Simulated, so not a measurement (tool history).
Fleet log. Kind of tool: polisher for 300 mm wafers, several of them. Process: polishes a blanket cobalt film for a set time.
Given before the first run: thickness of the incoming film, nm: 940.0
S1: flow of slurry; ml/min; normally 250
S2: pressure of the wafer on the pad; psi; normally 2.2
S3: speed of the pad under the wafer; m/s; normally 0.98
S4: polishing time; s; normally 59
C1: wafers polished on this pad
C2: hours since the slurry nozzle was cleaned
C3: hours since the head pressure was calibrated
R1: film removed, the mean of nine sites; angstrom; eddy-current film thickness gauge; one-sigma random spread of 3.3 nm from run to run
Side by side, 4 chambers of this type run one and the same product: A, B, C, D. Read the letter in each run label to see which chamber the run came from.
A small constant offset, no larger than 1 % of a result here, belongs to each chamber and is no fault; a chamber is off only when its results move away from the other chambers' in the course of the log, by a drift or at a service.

run	day	S1	S2	S3	S4	C1	C2	C3	R1
1A	0.125	250	2.2	0.98	59	620	244.3	85.4	3481.6
2B	0.338	250	2.2	0.98	59	894	147.2	240.1	3540.7
3D	0.438	250	2.2	0.98	59	939	292.6	575.3	3488.6
# day 0.529: chamber D: head pressure recalibrated
4C	0.588	250	2.2	0.98	59	287	246.1	280.2	3550.5
# day 0.667: chamber A: worn pad replaced by a new one
5A	0.775	250	2.2	0.98	59	18	259.9	101	3486
6C	0.896	250	2.2	0.98	59	339	253.5	287.6	3523.5
7D	1.088	250	2.2	0.98	59	1047	308.2	13.4	3523.9
# day 1.121: chamber B: worn pad replaced by a new one
8B	1.225	250	2.9	0.98	75	18	168.5	261.4	5920.9
9A	1.321	250	2.9	0.98	75	109	273	114.1	5841.6
10D	1.479	250	2.9	0.98	75	1112	317.6	22.8	5822.2
11C	1.579	250	2.9	0.98	75	452	269.9	304	5879.6
12B	1.696	250	2.2	0.98	59	96	179.8	272.7	3608.7
13A	1.833	250	2.2	0.98	59	194	285.3	126.4	3452.5
14C	1.992	250	2.2	0.98	66	521	279.8	313.9	3912.8
# day 2.092: chamber D: worn pad replaced by a new one
15D	2.104	250	2.2	0.98	66	2	332.6	37.8	3985.6
16B	2.204	250	2.2	0.98	66	181	192	284.9	4049.5
17A	2.312	250	2.2	0.98	66	274	296.8	137.9	3875.2
18C	2.488	250	2.2	0.98	59	604	291.7	325.8	3530.3
19B	2.604	250	2.2	0.98	59	247	201.6	294.5	3616.7
20D	2.821	250	2.2	0.98	59	121	349.8	55	3431.1
21B	2.912	250	2.2	0.98	59	298	209	301.9	3664.9
22C	3.021	250	2.2	0.98	59	692	304.5	338.6	3503.8
23D	3.158	250	2.2	0.98	59	177	357.9	63.1	3480
24A	3.3	280	2.2	1.18	59	439	320.5	161.6	4193.3
25D	3.45	280	2.2	1.18	59	226	364.9	70.1	4255.6
26B	3.6	280	2.2	1.18	59	413	225.5	318.4	4431.8
27C	3.704	280	2.2	1.18	59	806	320.9	355	4331.2
28A	3.883	250	2.2	0.98	59	536	334.5	175.6	3438.3
29C	4.012	285	1.6	0.98	59	857	328.3	362.4	2569.2
# day 4.217: chamber C: worn pad replaced by a new one
30B	4.221	285	1.6	0.98	59	516	240.4	333.3	2704.5
31A	4.4	285	1.6	0.98	59	622	346.9	188	2576.6
32D	4.546	285	1.6	0.98	59	408	391.2	96.4	2572.3
33C	4.7	250	2.2	0.98	49	80	344.8	378.9	2919.9
34A	4.842	250	2.2	0.98	49	695	357.5	198.6	2907.1
# day 4.896: chamber A: worn pad replaced by a new one
35D	4.958	250	2.2	0.98	49	477	401.1	106.3	2902.7
36B	5.112	250	2.2	0.98	49	665	261.8	354.7	3131.3
37A	5.312	250	2.2	0.98	59	69	368.8	209.9	3468.6
38D	5.429	250	2.2	0.98	59	555	412.4	117.6	3448
39C	5.629	250	2.2	0.98	59	235	367.1	401.2	3509.9
40B	5.825	250	2.2	0.98	59	783	278.9	371.8	3818
41B	6.021	250	2.2	0.98	59	816	283.6	376.5	3804.6
42D	6.175	250	2.2	0.98	59	679	430.3	135.5	3589.1
43A	6.35	250	2.2	0.98	59	242	393.7	234.8	3497.7
44C	6.45	250	2.2	0.98	59	371	386.8	420.9	3540.3

Read the log: is a single chamber off, either drifting away or since a service, is the gauge that measures every chamber drifting, or is nothing wrong beyond small per-chamber offsets? Name any odd chamber and what most likely caused it.

One chamber, B, drifts off from the rest bit by bit.
Cause: head's pressure above its setpoint, % = 9.82.

Chamber B could run next with any of the 4 candidate recipes listed below; each alters the usual settings, and their results appear as question marks. Which one brings its results back in line with what the other chambers deliver on the usual settings?
In line here means within this much of the mean the other chambers give on the usual settings: R1 120 angstrom
45B-1	6.604	250	2.3	1	61				?
45B-2	6.604	250	2.2	1.02	59				?
45B-3	6.604	250	2.1	0.98	59				?
45B-4	6.604	250	2.2	0.88	59				?

Mean of the other chambers on the usual settings: R1 3498.2 angstrom
run	R1
45B-1	4265.8
45B-2	4024
45B-3	3685.7
45B-4	3463.7
45B-4 is the one that brings the chamber's results back in line with the other chambers.
